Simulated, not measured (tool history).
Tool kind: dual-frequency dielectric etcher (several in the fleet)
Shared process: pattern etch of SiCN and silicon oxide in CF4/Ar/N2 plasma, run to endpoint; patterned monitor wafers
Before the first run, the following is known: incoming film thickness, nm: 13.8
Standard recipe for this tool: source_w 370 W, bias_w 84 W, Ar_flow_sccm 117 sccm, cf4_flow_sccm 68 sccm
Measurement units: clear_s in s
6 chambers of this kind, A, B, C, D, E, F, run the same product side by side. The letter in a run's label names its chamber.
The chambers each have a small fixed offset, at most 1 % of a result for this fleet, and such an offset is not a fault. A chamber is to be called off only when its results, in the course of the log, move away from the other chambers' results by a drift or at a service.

run   hour  source_w  bias_w  Ar_flow_sccm  cf4_flow_sccm  clear_s
 1D      8       370      84           117             68   18.613
 2A   16.3       370      84           117             68    18.62
 3B   26.4       370      84           117             68   18.562
 4C   34.5       370      84           117             68   18.643
      39.9  -- chamber B: wet clean of the chamber
 5E   41.9       370      84           117             68   18.339
 6F   48.4       370      84           117             68   18.594
 7E   54.5       370      84           107             68   18.207
 8D   66.1       370      84           107             68   18.437
      74.3  -- chamber B: source power generator calibrated
 9C   77.4       370      84           107             68    18.23
10F   86.2       370      84           107             68   18.293
11A   92.1       370      84           107             68   18.248
12B  103.4       370      84           107             68    18.34
13C  111.7       370      84           117             68   18.551
14D  117.3       370      84           145             68   19.212
15B    123       370      84           145             68   19.107
16F  133.4       370      84           145             68   19.001
17A  144.3       370      84           145             68   19.205
18E  151.9       370      84           145             68   18.888
19B  162.8       370      84           145             68   19.069
20D  172.6       370      84           117             68   18.734
21C  183.2       370      84           117             68   18.534
22F  190.7       370      84           117             68   18.604
23E  196.3       370      84           117             68   18.435
24A  203.5       370      84           117             68   18.469
25D  215.3       370      84           117             68   18.614
26E  220.5       370      84           117             68   18.467
27C  230.5       370      84           117             68   18.683
28B  240.6       370      84           117             68   18.576
     244.9  -- chamber F: wet clean of the chamber
29A  248.8       370      84           117             68   18.677
30F  255.2       370      84           117             68   18.274
31B  263.6       370      84           117             68   18.532
32E  270.5       370      84           117             68   18.461
33C  278.3       370      84           117             68   18.638
34A  287.3       370      84           117             68   18.641
     287.6  -- chamber C: wet clean of the chamber
35F  295.7       370      84           117             68   18.572
36D  303.6       320      71           117             68   22.384
37B  311.1       320      71           117             68   22.271
     316.4  -- chamber D: wet clean of the chamber
38D  321.1       320      71           117             68   22.546
39C  328.3       320      71           117             68   22.415
40E  333.9       320      71           117             68   22.046
41F  341.8       320      71           117             68   22.388
42A  347.8       300      84           117             54    22.76
43B    357       300      84           117             54   22.932

Does one chamber stand apart from the rest, does the shared gauge drift, or is all well apart from small per-chamber offsets? Give the chamber and the most likely cause, where there is one.

No chamber is off and the gauge is stable; the differences are just each chamber's small, constant offset.

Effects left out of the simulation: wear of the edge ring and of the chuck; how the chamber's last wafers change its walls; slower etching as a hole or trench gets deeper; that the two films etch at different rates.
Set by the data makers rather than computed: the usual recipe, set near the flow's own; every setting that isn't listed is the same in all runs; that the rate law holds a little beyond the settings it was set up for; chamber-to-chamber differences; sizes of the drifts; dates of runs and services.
